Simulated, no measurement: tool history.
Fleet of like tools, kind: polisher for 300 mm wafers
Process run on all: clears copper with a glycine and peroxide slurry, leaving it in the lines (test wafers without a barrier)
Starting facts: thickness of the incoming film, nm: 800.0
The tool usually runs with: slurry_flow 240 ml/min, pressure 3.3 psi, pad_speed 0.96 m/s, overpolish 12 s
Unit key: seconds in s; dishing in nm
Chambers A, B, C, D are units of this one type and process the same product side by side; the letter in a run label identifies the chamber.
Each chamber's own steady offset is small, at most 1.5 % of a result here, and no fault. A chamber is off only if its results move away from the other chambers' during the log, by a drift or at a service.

run,hour,slurry_flow,pressure,pad_speed,overpolish,seconds,dishing
1C,4.2,240,3.3,0.96,12,164.62,41.392
2D,7.8,240,3.3,0.96,12,165.46,42.113
3B,12.9,240,3.3,0.96,12,162.11,42.978
4A,16.7,240,3.3,0.96,12,158.15,42.330
# hour 19.1: chamber B: worn pad replaced by a new one
5B,21.2,240,3.3,0.96,12,160.91,42.311
6C,24.7,240,3.3,0.96,12,160.12,42.786
7A,27.2,285,3.7,0.96,12,146.52,46.445
# hour 30.3: chamber D: head pressure recalibrated
8D,30.9,285,3.7,0.96,12,145.87,46.683
9C,34.0,285,3.7,0.96,12,146.36,46.190
# hour 36.9: chamber C: worn pad replaced by a new one
10D,36.9,285,3.7,0.96,12,142.42,47.471
11B,40.0,240,3.3,0.96,12,163.12,41.535
12A,45.0,240,3.3,0.96,12,161.82,42.554
13C,49.1,240,3.3,0.96,12,162.49,41.382
14A,54.3,240,3.3,0.96,12,160.34,43.014
15D,57.5,240,3.3,0.96,12,163.64,41.559
# hour 60.9: chamber A: slurry nozzle cleaned
16B,62.4,240,3.3,0.96,12,163.88,41.631
17A,66.0,240,3.3,0.96,12,161.18,42.764
18D,70.6,240,3.3,0.96,12,168.91,40.313
19B,73.7,240,3.3,0.96,12,159.94,41.049
20C,78.5,240,3.3,0.96,12,159.85,41.980
21D,82.2,240,3.3,0.96,12,172.22,40.772
22C,87.1,240,3.3,0.96,12,165.52,42.073
# hour 87.6: chamber B: worn pad replaced by a new one
23B,89.5,240,3.3,0.96,12,163.75,41.696
24A,93.0,240,2.2,0.96,16,230.14,39.105
25C,97.4,240,2.2,0.96,16,221.88,39.367
# hour 100.6: chamber A: worn pad replaced by a new one
26A,101.8,240,2.2,0.96,16,224.16,40.386
27D,105.0,240,2.2,0.96,16,246.21,37.456
# hour 105.3: chamber C: slurry nozzle cleaned
28B,107.6,240,3.3,0.96,12,161.87,41.912
29A,110.2,240,3.3,0.96,12,167.25,42.355
30C,114.4,240,3.3,0.96,12,161.47,42.084

One chamber off, gauge drift, or nothing amiss beyond the chambers' own small offsets? If it is a chamber, which one, and what is the likeliest cause?

It is chamber D that slowly wanders off from its peers.
Most likely cause: removal rate lost through wear of the pad, % = 11.2.
Not necessarily distinguishable in this log from: head's pressure below its setpoint, %.

Here are 4 candidates for chamber D's next run, each the usual settings with a change, their results left as question marks. Which one brings its results back in line with what the others give on the usual settings?
Allowed miss from the other chambers' usual-settings mean, per result, to count as in line: seconds 7.40 s; dishing 2.400 nm
31D-1,118.3,240,3.4,0.98,12,?,?
31D-2,118.3,240,3.5,1.02,12,?,?
31D-3,118.3,240,3.1,0.90,12,?,?
31D-4,118.3,240,3.2,0.94,12,?,?

Mean of the other chambers on the usual settings: seconds 162.86 s; dishing 42.146 nm
run,seconds,dishing
31D-1,174.84,39.661
31D-2,164.87,41.823
31D-3,202.87,34.612
31D-4,190.62,36.640
31D-2 brings the chamber back in line.
